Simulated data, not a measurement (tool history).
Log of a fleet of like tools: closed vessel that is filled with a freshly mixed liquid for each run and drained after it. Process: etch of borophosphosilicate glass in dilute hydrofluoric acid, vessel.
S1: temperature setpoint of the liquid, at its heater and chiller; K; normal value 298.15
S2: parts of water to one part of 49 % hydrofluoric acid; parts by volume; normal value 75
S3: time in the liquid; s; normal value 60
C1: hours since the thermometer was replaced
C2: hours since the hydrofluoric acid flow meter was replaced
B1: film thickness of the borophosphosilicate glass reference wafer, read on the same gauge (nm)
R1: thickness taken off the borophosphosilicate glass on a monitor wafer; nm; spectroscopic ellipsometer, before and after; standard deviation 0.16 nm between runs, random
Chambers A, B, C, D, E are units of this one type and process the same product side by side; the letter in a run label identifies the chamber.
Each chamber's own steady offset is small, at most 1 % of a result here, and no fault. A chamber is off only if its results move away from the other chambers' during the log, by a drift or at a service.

run 1D hour=3.2 | S1=298.15 S2=75 S3=60 | C1=1060.7 C2=883.1 | B1=130.01 | R1=23.973
run 2C hour=7.6 | S1=298.15 S2=75 S3=60 | C1=654.9 C2=238.4 | B1=130 | R1=24.174
run 3E hour=13.4 | S1=298.15 S2=75 S3=60 | C1=1203.9 C2=1305.1 | B1=129.98 | R1=23.807
run 4A hour=19.3 | S1=298.15 S2=75 S3=60 | C1=1293.1 C2=604.7 | B1=129.99 | R1=23.904
run 5B hour=23.9 | S1=298.15 S2=75 S3=60 | C1=419.5 C2=280.5 | B1=130.01 | R1=24.116
run 6D hour=27.4 | S1=298.15 S2=75 S3=60 | C1=1084.9 C2=907.3 | B1=130.01 | R1=23.912
run 7E hour=30.9 | S1=298.15 S2=75 S3=60 | C1=1221.4 C2=1322.6 | B1=129.99 | R1=23.648
run 8C hour=37.1 | S1=298.15 S2=75 S3=60 | C1=684.4 C2=267.9 | B1=130.01 | R1=24.076
run 9A hour=40 | S1=298.15 S2=75 S3=60 | C1=1313.8 C2=625.4 | B1=129.99 | R1=24.149
run 10B hour=43.4 | S1=296.15 S2=105 S3=60 | C1=439 C2=300 | B1=130 | R1=15.414
run 11D hour=49.8 | S1=296.15 S2=105 S3=60 | C1=1107.3 C2=929.7 | B1=130.02 | R1=15.183
run 12B hour=55.7 | S1=296.15 S2=105 S3=60 | C1=451.3 C2=312.3 | B1=130 | R1=15.419
run 13A hour=59.8 | S1=296.15 S2=105 S3=60 | C1=1333.6 C2=645.2 | B1=129.99 | R1=15.193
run 14C hour=63.7 | S1=296.15 S2=105 S3=60 | C1=711 C2=294.5 | B1=129.99 | R1=14.979
run 15E hour=66.8 | S1=298.15 S2=75 S3=60 | C1=1257.3 C2=1358.5 | B1=129.98 | R1=23.821
run 16E hour=71.8 | S1=298.15 S2=75 S3=60 | C1=1262.3 C2=1363.5 | B1=129.97 | R1=23.621
run 17D hour=76.6 | S1=298.15 S2=75 S3=60 | C1=1134.1 C2=956.5 | B1=129.99 | R1=24.03
run 18A hour=80.5 | S1=298.15 S2=75 S3=60 | C1=1354.3 C2=665.9 | B1=130.01 | R1=23.586
run 19C hour=85.7 | S1=298.15 S2=75 S3=60 | C1=733 C2=316.5 | B1=129.99 | R1=24.09
run 20B hour=88.9 | S1=298.15 S2=50 S3=30 | C1=484.5 C2=345.5 | B1=129.99 | R1=18.636
run 21A hour=93.4 | S1=298.15 S2=50 S3=30 | C1=1367.2 C2=678.8 | B1=129.99 | R1=18.238
run 22B hour=96.8 | S1=298.15 S2=50 S3=30 | C1=492.4 C2=353.4 | B1=130.02 | R1=18.706
run 23C hour=99.7 | S1=298.15 S2=50 S3=30 | C1=747 C2=330.5 | B1=130.01 | R1=18.934
run 24E hour=104.6 | S1=298.15 S2=50 S3=30 | C1=1295.1 C2=1396.3 | B1=129.96 | R1=18.309
run 25D hour=108.6 | S1=298.15 S2=75 S3=60 | C1=1166.1 C2=988.5 | B1=130.02 | R1=24.016
run 26D hour=114.9 | S1=298.15 S2=95 S3=60 | C1=1172.4 C2=994.8 | B1=130 | R1=18.374
run 27C hour=118.8 | S1=298.15 S2=95 S3=60 | C1=766.1 C2=349.6 | B1=130.01 | R1=18.812
run 28A hour=122.5 | S1=298.15 S2=95 S3=60 | C1=1396.3 C2=707.9 | B1=130 | R1=17.431
run 29E hour=129 | S1=298.15 S2=95 S3=60 | C1=1319.5 C2=1420.7 | B1=130.02 | R1=18.265
run 30B hour=132.7 | S1=298.15 S2=95 S3=60 | C1=528.3 C2=389.3 | B1=130 | R1=18.74
run 31C hour=137.3 | S1=298.15 S2=75 S3=60 | C1=784.6 C2=368.1 | B1=130.04 | R1=24.128
-- hour=139.1 chamber D: thermometer replaced
run 32D hour=140.3 | S1=298.15 S2=75 S3=60 | C1=1.2 C2=1020.2 | B1=130.03 | R1=23.726
run 33A hour=144 | S1=298.15 S2=50 S3=60 | C1=1417.8 C2=729.4 | B1=130 | R1=34.658
run 34E hour=150 | S1=298.15 S2=50 S3=60 | C1=1340.5 C2=1441.7 | B1=129.99 | R1=36.523

The same settings go to every chamber for the next run, one line per chamber below. Forecast the results for each:
run 35A hour=154.8 | S1=298.15 S2=75 S3=35 | R1=?
run 35B hour=154.8 | S1=298.15 S2=75 S3=35 | R1=?
run 35C hour=154.8 | S1=298.15 S2=75 S3=35 | R1=?
run 35D hour=154.8 | S1=298.15 S2=75 S3=35 | R1=?
run 35E hour=154.8 | S1=298.15 S2=75 S3=35 | R1=?

run=35A R1=12.667
run=35B R1=13.872
run=35C R1=14.113
run=35D R1=13.822
run=35E R1=13.819
